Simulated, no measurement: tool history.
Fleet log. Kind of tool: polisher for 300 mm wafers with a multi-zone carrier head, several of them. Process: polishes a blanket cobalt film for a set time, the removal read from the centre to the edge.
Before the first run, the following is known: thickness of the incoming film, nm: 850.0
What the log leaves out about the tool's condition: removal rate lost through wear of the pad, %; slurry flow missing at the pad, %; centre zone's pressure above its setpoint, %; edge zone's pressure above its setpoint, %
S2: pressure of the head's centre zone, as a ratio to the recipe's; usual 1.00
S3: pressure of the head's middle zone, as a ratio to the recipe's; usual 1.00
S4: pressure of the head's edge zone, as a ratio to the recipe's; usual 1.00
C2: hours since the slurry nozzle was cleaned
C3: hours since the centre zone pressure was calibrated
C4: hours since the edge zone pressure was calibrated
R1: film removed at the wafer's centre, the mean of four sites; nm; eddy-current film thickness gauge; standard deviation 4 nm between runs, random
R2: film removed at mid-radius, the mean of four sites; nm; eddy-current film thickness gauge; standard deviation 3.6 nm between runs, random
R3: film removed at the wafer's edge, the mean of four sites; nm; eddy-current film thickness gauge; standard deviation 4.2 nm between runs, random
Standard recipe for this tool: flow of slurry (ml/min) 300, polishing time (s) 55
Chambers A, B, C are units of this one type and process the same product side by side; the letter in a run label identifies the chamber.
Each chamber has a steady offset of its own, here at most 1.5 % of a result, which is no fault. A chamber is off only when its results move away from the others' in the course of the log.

-- hour=4.5 chamber A: worn pad replaced by a new one
-- hour=15.2 chamber B: worn pad replaced by a new one
run 1C hour=15.8 | flow_of_slurry_(ml/min)=300 S2=1.00 S3=1.00 S4=1.00 polishing_time_(s)=55 | wafers_polished_on_this_pad=1042 C2=144.2 C3=157.3 C4=304.1 | R1=288.27 R2=289.91 R3=297.22
-- hour=17.5 chamber B: centre zone pressure recalibrated
run 2B hour=24.5 | flow_of_slurry_(ml/min)=300 S2=1.00 S3=1.00 S4=1.00 polishing_time_(s)=55 | wafers_polished_on_this_pad=125 C2=579.0 C3=7.1 C4=133.3 | R1=288.61 R2=296.23 R3=294.96
run 3A hour=37.8 | flow_of_slurry_(ml/min)=300 S2=1.00 S3=1.00 S4=1.00 polishing_time_(s)=55 | wafers_polished_on_this_pad=447 C2=276.0 C3=38.7 C4=534.4 | R1=295.06 R2=289.03 R3=296.11
-- hour=45.3 chamber B: slurry nozzle cleaned
run 4A hour=48.8 | flow_of_slurry_(ml/min)=300 S2=1.00 S3=1.00 S4=1.00 polishing_time_(s)=55 | wafers_polished_on_this_pad=595 C2=287.0 C3=49.7 C4=545.4 | R1=288.45 R2=295.92 R3=295.77
-- hour=53.1 chamber C: worn pad replaced by a new one
run 5B hour=57.0 | flow_of_slurry_(ml/min)=300 S2=1.00 S3=0.93 S4=1.00 polishing_time_(s)=55 | wafers_polished_on_this_pad=562 C2=11.7 C3=39.6 C4=165.8 | R1=287.61 R2=270.81 R3=292.25
run 6C hour=68.6 | flow_of_slurry_(ml/min)=300 S2=1.00 S3=0.93 S4=1.00 polishing_time_(s)=55 | wafers_polished_on_this_pad=209 C2=197.0 C3=210.1 C4=356.9 | R1=291.21 R2=272.64 R3=300.19
run 7C hour=83.4 | flow_of_slurry_(ml/min)=300 S2=1.00 S3=0.93 S4=1.00 polishing_time_(s)=55 | wafers_polished_on_this_pad=407 C2=211.8 C3=224.9 C4=371.7 | R1=297.67 R2=280.79 R3=298.82
run 8A hour=98.3 | flow_of_slurry_(ml/min)=300 S2=1.00 S3=1.00 S4=1.00 polishing_time_(s)=55 | wafers_polished_on_this_pad=1259 C2=336.5 C3=99.2 C4=594.9 | R1=293.38 R2=291.73 R3=298.49
run 9B hour=112.1 | flow_of_slurry_(ml/min)=300 S2=1.00 S3=1.00 S4=1.00 polishing_time_(s)=55 | wafers_polished_on_this_pad=1302 C2=66.8 C3=94.7 C4=220.9 | R1=288.86 R2=288.26 R3=299.45
-- hour=115.0 chamber A: worn pad replaced by a new one
run 10C hour=127.9 | flow_of_slurry_(ml/min)=300 S2=1.00 S3=1.00 S4=1.10 polishing_time_(s)=38 | wafers_polished_on_this_pad=1005 C2=256.3 C3=269.4 C4=416.2 | R1=201.97 R2=203.98 R3=215.74
-- hour=132.6 chamber B: worn pad replaced by a new one
run 11A hour=142.3 | flow_of_slurry_(ml/min)=300 S2=1.00 S3=1.00 S4=1.10 polishing_time_(s)=38 | wafers_polished_on_this_pad=367 C2=380.5 C3=143.2 C4=638.9 | R1=204.99 R2=202.21 R3=217.40
run 12B hour=154.0 | flow_of_slurry_(ml/min)=300 S2=1.00 S3=1.00 S4=1.10 polishing_time_(s)=38 | wafers_polished_on_this_pad=287 C2=108.7 C3=136.6 C4=262.8 | R1=198.09 R2=200.75 R3=219.57
-- hour=160.3 chamber A: edge zone pressure recalibrated
run 13B hour=161.6 | flow_of_slurry_(ml/min)=300 S2=1.00 S3=1.00 S4=1.00 polishing_time_(s)=55 | wafers_polished_on_this_pad=389 C2=116.3 C3=144.2 C4=270.4 | R1=297.28 R2=288.90 R3=290.04
-- hour=167.0 chamber C: worn pad replaced by a new one
run 14A hour=173.7 | flow_of_slurry_(ml/min)=300 S2=1.00 S3=1.00 S4=1.00 polishing_time_(s)=55 | wafers_polished_on_this_pad=788 C2=411.9 C3=174.6 C4=13.4 | R1=299.78 R2=292.05 R3=300.36
run 15C hour=187.8 | flow_of_slurry_(ml/min)=300 S2=1.00 S3=1.00 S4=1.00 polishing_time_(s)=55 | wafers_polished_on_this_pad=279 C2=316.2 C3=329.3 C4=476.1 | R1=294.99 R2=300.07 R3=292.92
run 16B hour=200.7 | flow_of_slurry_(ml/min)=300 S2=1.00 S3=1.00 S4=1.00 polishing_time_(s)=55 | wafers_polished_on_this_pad=914 C2=155.4 C3=183.3 C4=309.5 | R1=282.14 R2=286.76 R3=301.11
run 17C hour=212.6 | flow_of_slurry_(ml/min)=265 S2=1.00 S3=1.00 S4=1.00 polishing_time_(s)=55 | wafers_polished_on_this_pad=612 C2=341.0 C3=354.1 C4=500.9 | R1=288.40 R2=299.12 R3=287.86
-- hour=223.2 chamber A: worn pad replaced by a new one
run 18A hour=225.9 | flow_of_slurry_(ml/min)=265 S2=1.00 S3=1.00 S4=1.00 polishing_time_(s)=55 | wafers_polished_on_this_pad=36 C2=464.1 C3=226.8 C4=65.6 | R1=282.34 R2=292.52 R3=292.65
run 19A hour=235.2 | flow_of_slurry_(ml/min)=265 S2=1.00 S3=1.00 S4=1.00 polishing_time_(s)=55 | wafers_polished_on_this_pad=161 C2=473.4 C3=236.1 C4=74.9 | R1=293.71 R2=287.69 R3=294.41
-- hour=243.1 chamber B: worn pad replaced by a new one
run 20B hour=248.1 | flow_of_slurry_(ml/min)=300 S2=1.00 S3=1.00 S4=1.00 polishing_time_(s)=55 | wafers_polished_on_this_pad=67 C2=202.8 C3=230.7 C4=356.9 | R1=296.63 R2=285.90 R3=300.94
-- hour=250.0 chamber C: edge zone pressure recalibrated
run 21C hour=262.4 | flow_of_slurry_(ml/min)=300 S2=1.00 S3=1.00 S4=1.00 polishing_time_(s)=55 | wafers_polished_on_this_pad=1281 C2=390.8 C3=403.9 C4=12.4 | R1=303.51 R2=292.83 R3=286.86
-- hour=269.3 chamber C: worn pad replaced by a new one
run 22A hour=278.6 | flow_of_slurry_(ml/min)=300 S2=1.00 S3=1.00 S4=1.00 polishing_time_(s)=55 | wafers_polished_on_this_pad=743 C2=516.8 C3=279.5 C4=118.3 | R1=288.57 R2=298.85 R3=293.92
run 23B hour=294.9 | flow_of_slurry_(ml/min)=300 S2=1.00 S3=1.00 S4=1.00 polishing_time_(s)=55 | wafers_polished_on_this_pad=695 C2=249.6 C3=277.5 C4=403.7 | R1=291.49 R2=291.73 R3=292.88
run 24C hour=310.7 | flow_of_slurry_(ml/min)=300 S2=1.00 S3=1.00 S4=1.00 polishing_time_(s)=55 | wafers_polished_on_this_pad=557 C2=439.1 C3=452.2 C4=60.7 | R1=293.28 R2=297.73 R3=303.21
-- hour=319.4 chamber A: worn pad replaced by a new one
run 25B hour=325.7 | flow_of_slurry_(ml/min)=300 S2=1.00 S3=1.00 S4=1.00 polishing_time_(s)=68 | wafers_polished_on_this_pad=1109 C2=280.4 C3=308.3 C4=434.5 | R1=348.79 R2=355.36 R3=357.76
run 26C hour=336.2 | flow_of_slurry_(ml/min)=300 S2=1.00 S3=1.00 S4=1.00 polishing_time_(s)=68 | wafers_polished_on_this_pad=899 C2=464.6 C3=477.7 C4=86.2 | R1=361.37 R2=369.20 R3=363.64
-- hour=345.3 chamber B: worn pad replaced by a new one
run 27A hour=348.2 | flow_of_slurry_(ml/min)=300 S2=1.00 S3=1.00 S4=1.00 polishing_time_(s)=68 | wafers_polished_on_this_pad=387 C2=586.4 C3=349.1 C4=187.9 | R1=367.01 R2=362.89 R3=374.25
run 28B hour=356.4 | flow_of_slurry_(ml/min)=300 S2=1.00 S3=1.00 S4=1.00 polishing_time_(s)=55 | wafers_polished_on_this_pad=149 C2=311.1 C3=339.0 C4=465.2 | R1=291.00 R2=285.23 R3=306.35
-- hour=358.3 chamber A: centre zone pressure recalibrated
-- hour=367.7 chamber C: worn pad replaced by a new one
run 29C hour=371.9 | flow_of_slurry_(ml/min)=300 S2=1.00 S3=1.00 S4=1.00 polishing_time_(s)=55 | wafers_polished_on_this_pad=56 C2=500.3 C3=513.4 C4=121.9 | R1=293.54 R2=301.81 R3=300.06
-- hour=373.2 chamber B: edge zone pressure recalibrated
-- hour=386.9 chamber C: slurry nozzle cleaned
run 30A hour=388.5 | flow_of_slurry_(ml/min)=300 S2=1.00 S3=1.00 S4=1.06 polishing_time_(s)=55 | wafers_polished_on_this_pad=928 C2=626.7 C3=30.3 C4=228.2 | R1=294.32 R2=288.33 R3=308.34
run 31B hour=397.0 | flow_of_slurry_(ml/min)=300 S2=1.00 S3=1.00 S4=1.06 polishing_time_(s)=55 | wafers_polished_on_this_pad=694 C2=351.7 C3=379.6 C4=23.9 | R1=286.80 R2=296.68 R3=311.71
run 32C hour=406.8 | flow_of_slurry_(ml/min)=300 S2=1.00 S3=1.00 S4=1.06 polishing_time_(s)=55 | wafers_polished_on_this_pad=525 C2=20.0 C3=548.3 C4=156.8 | R1=301.94 R2=298.60 R3=299.19
-- hour=417.1 chamber A: worn pad replaced by a new one
run 33A hour=417.5 | flow_of_slurry_(ml/min)=300 S2=1.00 S3=1.00 S4=1.00 polishing_time_(s)=55 | wafers_polished_on_this_pad=6 C2=655.7 C3=59.3 C4=257.2 | R1=293.95 R2=294.09 R3=298.06
run 34A hour=432.0 | flow_of_slurry_(ml/min)=300 S2=1.00 S3=1.00 S4=1.00 polishing_time_(s)=55 | wafers_polished_on_this_pad=201 C2=670.2 C3=73.8 C4=271.7 | R1=290.27 R2=296.74 R3=299.22
-- hour=432.5 chamber A: slurry nozzle cleaned
-- hour=437.0 chamber B: worn pad replaced by a new one
run 35C hour=446.8 | flow_of_slurry_(ml/min)=300 S2=1.08 S3=0.92 S4=1.00 polishing_time_(s)=55 | wafers_polished_on_this_pad=1062 C2=60.0 C3=588.3 C4=196.8 | R1=322.22 R2=272.46 R3=299.12
run 36B hour=459.3 | flow_of_slurry_(ml/min)=300 S2=1.08 S3=0.92 S4=1.00 polishing_time_(s)=55 | wafers_polished_on_this_pad=300 C2=414.0 C3=441.9 C4=86.2 | R1=312.71 R2=268.51 R3=301.45
-- hour=461.6 chamber B: centre zone pressure recalibrated
-- hour=469.4 chamber C: worn pad replaced by a new one
run 37C hour=472.8 | flow_of_slurry_(ml/min)=300 S2=1.08 S3=0.92 S4=1.00 polishing_time_(s)=55 | wafers_polished_on_this_pad=46 C2=86.0 C3=614.3 C4=222.8 | R1=314.88 R2=276.47 R3=298.92
run 38B hour=481.6 | flow_of_slurry_(ml/min)=300 S2=1.00 S3=0.96 S4=0.89 polishing_time_(s)=55 | wafers_polished_on_this_pad=599 C2=436.3 C3=20.1 C4=108.5 | R1=292.74 R2=286.81 R3=272.22
run 39A hour=492.1 | flow_of_slurry_(ml/min)=300 S2=1.00 S3=0.96 S4=0.89 polishing_time_(s)=55 | wafers_polished_on_this_pad=1008 C2=59.7 C3=133.9 C4=331.8 | R1=298.76 R2=275.54 R3=278.74
run 40A hour=505.8 | flow_of_slurry_(ml/min)=300 S2=1.00 S3=0.96 S4=0.89 polishing_time_(s)=55 | wafers_polished_on_this_pad=1191 C2=73.4 C3=147.6 C4=345.5 | R1=301.90 R2=279.80 R3=278.44
run 41B hour=515.9 | flow_of_slurry_(ml/min)=300 S2=1.00 S3=1.00 S4=1.00 polishing_time_(s)=70 | wafers_polished_on_this_pad=1060 C2=470.6 C3=54.4 C4=142.8 | R1=373.42 R2=365.57 R3=380.22
run 42C hour=532.5 | flow_of_slurry_(ml/min)=300 S2=1.00 S3=1.00 S4=1.00 polishing_time_(s)=70 | wafers_polished_on_this_pad=847 C2=145.7 C3=674.0 C4=282.5 | R1=372.28 R2=375.56 R3=364.77

Decide between three cases: one chamber stands off from its peers, the gauge reading all wafers drifts, or nothing is wrong past each chamber's small offset. Where a chamber is off, say which and what most likely put it there.

No chamber stands off beyond its own small offset, and the gauge holds steady.
